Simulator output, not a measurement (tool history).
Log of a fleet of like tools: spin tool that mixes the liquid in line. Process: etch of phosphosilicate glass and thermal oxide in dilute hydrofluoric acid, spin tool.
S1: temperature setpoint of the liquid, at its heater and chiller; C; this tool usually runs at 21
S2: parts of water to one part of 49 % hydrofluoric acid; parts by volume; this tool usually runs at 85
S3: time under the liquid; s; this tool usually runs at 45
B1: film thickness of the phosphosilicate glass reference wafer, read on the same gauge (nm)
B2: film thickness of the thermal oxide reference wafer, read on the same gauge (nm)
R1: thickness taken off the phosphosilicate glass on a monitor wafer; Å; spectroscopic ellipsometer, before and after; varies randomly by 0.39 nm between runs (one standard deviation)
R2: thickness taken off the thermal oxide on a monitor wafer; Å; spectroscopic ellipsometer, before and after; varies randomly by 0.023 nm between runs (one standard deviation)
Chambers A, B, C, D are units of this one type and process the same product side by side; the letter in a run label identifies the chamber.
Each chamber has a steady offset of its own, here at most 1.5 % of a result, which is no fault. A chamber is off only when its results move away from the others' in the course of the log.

{"run": "1D", "hour": 3.8, "S1": 21, "S2": 85, "S3": 45, "B1": 59.975, "B2": 49.971, "R1": 551.64, "R2": 22.693}
{"run": "2B", "hour": 6.7, "S1": 21, "S2": 85, "S3": 45, "B1": 59.976, "B2": 50.026, "R1": 553.02, "R2": 21.851}
{"run": "3A", "hour": 12.2, "S1": 21, "S2": 85, "S3": 45, "B1": 60.005, "B2": 50.015, "R1": 543.13, "R2": 21.325}
{"run": "4C", "hour": 15.8, "S1": 21, "S2": 85, "S3": 45, "B1": 60.002, "B2": 49.991, "R1": 552.89, "R2": 22.108}
{"run": "5B", "hour": 19.4, "S1": 21, "S2": 85, "S3": 45, "B1": 59.994, "B2": 50.03, "R1": 547.21, "R2": 21.616}
{"run": "6C", "hour": 24.0, "S1": 21, "S2": 85, "S3": 45, "B1": 59.971, "B2": 49.978, "R1": 551.74, "R2": 21.734}
{"run": "7A", "hour": 29.5, "S1": 21, "S2": 85, "S3": 45, "B1": 59.99, "B2": 49.974, "R1": 544.64, "R2": 22.102}
{"run": "8D", "hour": 35.6, "S1": 21, "S2": 85, "S3": 45, "B1": 60.004, "B2": 50.005, "R1": 550.09, "R2": 21.919}
{"run": "9C", "hour": 39.6, "S1": 21, "S2": 85, "S3": 45, "B1": 60.038, "B2": 50.009, "R1": 546.13, "R2": 21.725}
{"run": "10D", "hour": 43.9, "S1": 21, "S2": 85, "S3": 45, "B1": 60.002, "B2": 49.95, "R1": 551.72, "R2": 21.998}
{"run": "11B", "hour": 48.2, "S1": 21, "S2": 85, "S3": 45, "B1": 59.989, "B2": 50.03, "R1": 551.19, "R2": 21.918}
{"run": "12A", "hour": 52.0, "S1": 21, "S2": 85, "S3": 45, "B1": 59.978, "B2": 50.007, "R1": 542, "R2": 21.782}
{"run": "13C", "hour": 57.5, "S1": 21, "S2": 85, "S3": 45, "B1": 59.979, "B2": 49.996, "R1": 549.56, "R2": 22.136}
{"run": "14A", "hour": 63.0, "S1": 21, "S2": 85, "S3": 45, "B1": 59.975, "B2": 49.99, "R1": 538.21, "R2": 22.039}
{"run": "15D", "hour": 65.9, "S1": 21, "S2": 85, "S3": 45, "B1": 60.039, "B2": 49.984, "R1": 554.64, "R2": 21.996}
{"run": "16B", "hour": 72.2, "S1": 21, "S2": 85, "S3": 45, "B1": 59.988, "B2": 49.985, "R1": 549.3, "R2": 21.4}
{"run": "17D", "hour": 75.9, "S1": 21, "S2": 85, "S3": 45, "B1": 60, "B2": 49.974, "R1": 559.48, "R2": 22.456}
{"run": "18B", "hour": 79.2, "S1": 21, "S2": 85, "S3": 45, "B1": 60.009, "B2": 49.98, "R1": 556.16, "R2": 22.487}
{"run": "19C", "hour": 82.7, "S1": 21, "S2": 85, "S3": 45, "B1": 60.007, "B2": 50.005, "R1": 552.99, "R2": 21.688}
{"run": "20A", "hour": 86.2, "S1": 21, "S2": 85, "S3": 45, "B1": 59.962, "B2": 50.021, "R1": 540.75, "R2": 21.861}
{"run": "21C", "hour": 90.2, "S1": 21, "S2": 85, "S3": 45, "B1": 60.005, "B2": 49.962, "R1": 562.12, "R2": 21.719}
{"run": "22A", "hour": 94.9, "S1": 21, "S2": 85, "S3": 45, "B1": 60.004, "B2": 49.956, "R1": 545.17, "R2": 21.41}
{"run": "23B", "hour": 101.0, "S1": 23, "S2": 85, "S3": 55, "B1": 60.017, "B2": 50.018, "R1": 738.31, "R2": 29.01}
{"run": "24D", "hour": 104.9, "S1": 23, "S2": 85, "S3": 55, "B1": 59.995, "B2": 49.991, "R1": 725.43, "R2": 29.01}
{"run": "25D", "hour": 111.3, "S1": 23, "S2": 85, "S3": 55, "B1": 60.001, "B2": 50.051, "R1": 732.44, "R2": 29.469}
{"run": "26A", "hour": 117.0, "S1": 23, "S2": 85, "S3": 55, "B1": 59.947, "B2": 50.046, "R1": 713.72, "R2": 28.293}
{"run": "27C", "hour": 120.5, "S1": 21, "S2": 85, "S3": 45, "B1": 59.989, "B2": 49.98, "R1": 553.1, "R2": 21.557}
{"run": "28B", "hour": 127.0, "S1": 21, "S2": 85, "S3": 45, "B1": 60.004, "B2": 49.983, "R1": 551.29, "R2": 22.136}
{"run": "29A", "hour": 133.4, "S1": 21, "S2": 85, "S3": 45, "B1": 60.02, "B2": 50.002, "R1": 543.94, "R2": 22.072}
{"run": "30B", "hour": 138.3, "S1": 21, "S2": 85, "S3": 45, "B1": 59.991, "B2": 50.013, "R1": 559.34, "R2": 22.005}
{"run": "31C", "hour": 144.3, "S1": 21, "S2": 85, "S3": 45, "B1": 59.963, "B2": 50.028, "R1": 551.41, "R2": 21.876}
{"run": "32D", "hour": 148.6, "S1": 21, "S2": 85, "S3": 45, "B1": 60.012, "B2": 50.043, "R1": 546.58, "R2": 21.992}
{"run": "33A", "hour": 152.2, "S1": 21, "S2": 85, "S3": 45, "B1": 60.016, "B2": 49.928, "R1": 544.59, "R2": 21.665}
{"hour": 155.9, "done": "chamber C: hydrofluoric acid flow meter replaced"}
{"hour": 156.5, "done": "chamber C: thermometer replaced"}
{"run": "34B", "hour": 157.2, "S1": 25.5, "S2": 85, "S3": 45, "B1": 59.976, "B2": 50.017, "R1": 669.55, "R2": 26.191}
{"run": "35D", "hour": 160.9, "S1": 25.5, "S2": 85, "S3": 45, "B1": 60.016, "B2": 49.982, "R1": 669.57, "R2": 26.44}
{"run": "36C", "hour": 167.1, "S1": 25.5, "S2": 85, "S3": 45, "B1": 60.02, "B2": 49.938, "R1": 655.86, "R2": 25.89}
{"run": "37A", "hour": 170.0, "S1": 25.5, "S2": 85, "S3": 45, "B1": 59.985, "B2": 50.005, "R1": 656.14, "R2": 26.007}

The same settings go to every chamber for the next run, one line per chamber below. Forecast the results for each:
{"run": "38A", "hour": 174.6, "S1": 21, "S2": 125, "S3": 45, "R1": "?", "R2": "?"}
{"run": "38B", "hour": 174.6, "S1": 21, "S2": 125, "S3": 45, "R1": "?", "R2": "?"}
{"run": "38C", "hour": 174.6, "S1": 21, "S2": 125, "S3": 45, "R1": "?", "R2": "?"}
{"run": "38D", "hour": 174.6, "S1": 21, "S2": 125, "S3": 45, "R1": "?", "R2": "?"}

run=38A R1=353.99 R2=13.986
run=38B R1=360.03 R2=14.279
run=38C R1=358.13 R2=14.518
run=38D R1=357.42 R2=14.171
